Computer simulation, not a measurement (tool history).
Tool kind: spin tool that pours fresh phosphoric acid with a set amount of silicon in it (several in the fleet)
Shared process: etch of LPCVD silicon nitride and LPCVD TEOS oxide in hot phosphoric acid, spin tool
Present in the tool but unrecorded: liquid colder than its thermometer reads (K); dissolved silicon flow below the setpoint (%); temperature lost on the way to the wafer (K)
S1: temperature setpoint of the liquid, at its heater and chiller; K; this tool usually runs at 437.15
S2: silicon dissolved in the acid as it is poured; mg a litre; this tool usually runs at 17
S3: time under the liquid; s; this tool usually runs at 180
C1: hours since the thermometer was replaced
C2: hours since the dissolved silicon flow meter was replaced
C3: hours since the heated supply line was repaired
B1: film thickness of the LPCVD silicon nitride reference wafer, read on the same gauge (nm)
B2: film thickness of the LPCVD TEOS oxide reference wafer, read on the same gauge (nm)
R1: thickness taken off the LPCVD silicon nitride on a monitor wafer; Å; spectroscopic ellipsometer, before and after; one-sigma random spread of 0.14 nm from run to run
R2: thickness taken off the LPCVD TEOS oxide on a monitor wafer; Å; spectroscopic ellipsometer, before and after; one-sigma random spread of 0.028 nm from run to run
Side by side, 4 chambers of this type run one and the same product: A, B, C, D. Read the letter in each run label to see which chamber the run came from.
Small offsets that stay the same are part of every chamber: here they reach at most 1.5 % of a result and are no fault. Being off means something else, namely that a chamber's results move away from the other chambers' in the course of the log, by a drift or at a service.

run  hour      S1  S2   S3      C1      C2      C3      B1      B2      R1      R2
 1C     4  437.15  17  180   116.4     717   644.7  139.98  149.97  188.64  6.3165
 2B   7.4  437.15  17  180   349.5  1264.4    1218  140.01  150.01  194.33   6.419
 3A  10.8  437.15  17  180    1002   479.6     328  140.02  149.99   190.9  6.5011
 4D  14.2  437.15  17  180  1798.6     550  2492.1  139.99  150.03  192.59  6.9393
 5A  18.4  437.15  17  180  1009.6   487.2   335.6  140.01  150.02  191.02  6.7531
 6D  22.8  437.15  17  180  1807.2   558.6  2500.7  139.99  149.98  192.74  6.4934
 7C  26.4  438.65   8  180   138.8   739.4   667.1  140.01  150.03  198.92  8.7984
 8B  30.5  438.65   8  180   372.6  1287.5  1241.1  140.01  150.01  200.45  9.2883
 9C    34  438.65   8  180   146.4     747   674.7     140  150.01  196.88   8.561
10A  36.4  438.65   8  180  1027.6   505.2   353.6  140.03  149.99  199.04  9.2457
11B  38.8  437.15  17  180   380.9  1295.8  1249.4  139.99  149.98  193.87  6.8123
12D    42  437.15  17  180  1826.4   577.8  2519.9  139.99     150  190.08   6.949
13D    46  437.15  17  180  1830.4   581.8  2523.9     140  149.97  190.05  6.8129
14A  50.5  437.15  17  180  1041.7   519.3   367.7  139.99  150.02  191.59  6.7663
15C  54.7  437.15   8  280   167.1   767.7   695.4     140  149.96  293.66  13.932
16B  57.6  437.15   8  280   399.7  1314.6  1268.2     140  150.02  300.61  11.845
17B  62.4  437.15   8  280   404.5  1319.4    1273     140  150.06  302.06  12.704
     64.3  -- chamber C: heated supply line repaired
18A  66.8  437.15   8  280    1058   535.6     384  139.99  149.99  299.74  13.728
19D  70.1  437.15  17  180  1854.5   605.9    2548  139.99  150.02  189.39  6.6467
20C  72.7  437.15  17  180   185.1   785.7     8.5  139.99     150  191.01  6.8241
21B  77.2  435.15  10  180   419.3  1334.2  1287.8     140     150  180.98  6.4553
22D  79.7  435.15  10  180  1864.1   615.5  2557.6  140.01  150.01  178.06  6.6947
23C  82.2  435.15  10  180   194.6   795.2      18  139.99  150.01  177.43  6.8472
24A  84.7  435.15  10  180  1075.9   553.5   401.9  140.02  149.97  177.02  6.9392
25C  89.2  437.15  17  180   201.6   802.2      25  139.99  149.99  190.27  7.1211
26A  93.5  437.15  17  180  1084.7   562.3   410.7  140.01  149.99  190.12  7.0135

Does one chamber stand apart from the rest, does the shared gauge drift, or is all well apart from small per-chamber offsets? Give the chamber and the most likely cause, where there is one.

No chamber stands off beyond its own small offset, and the gauge holds steady.
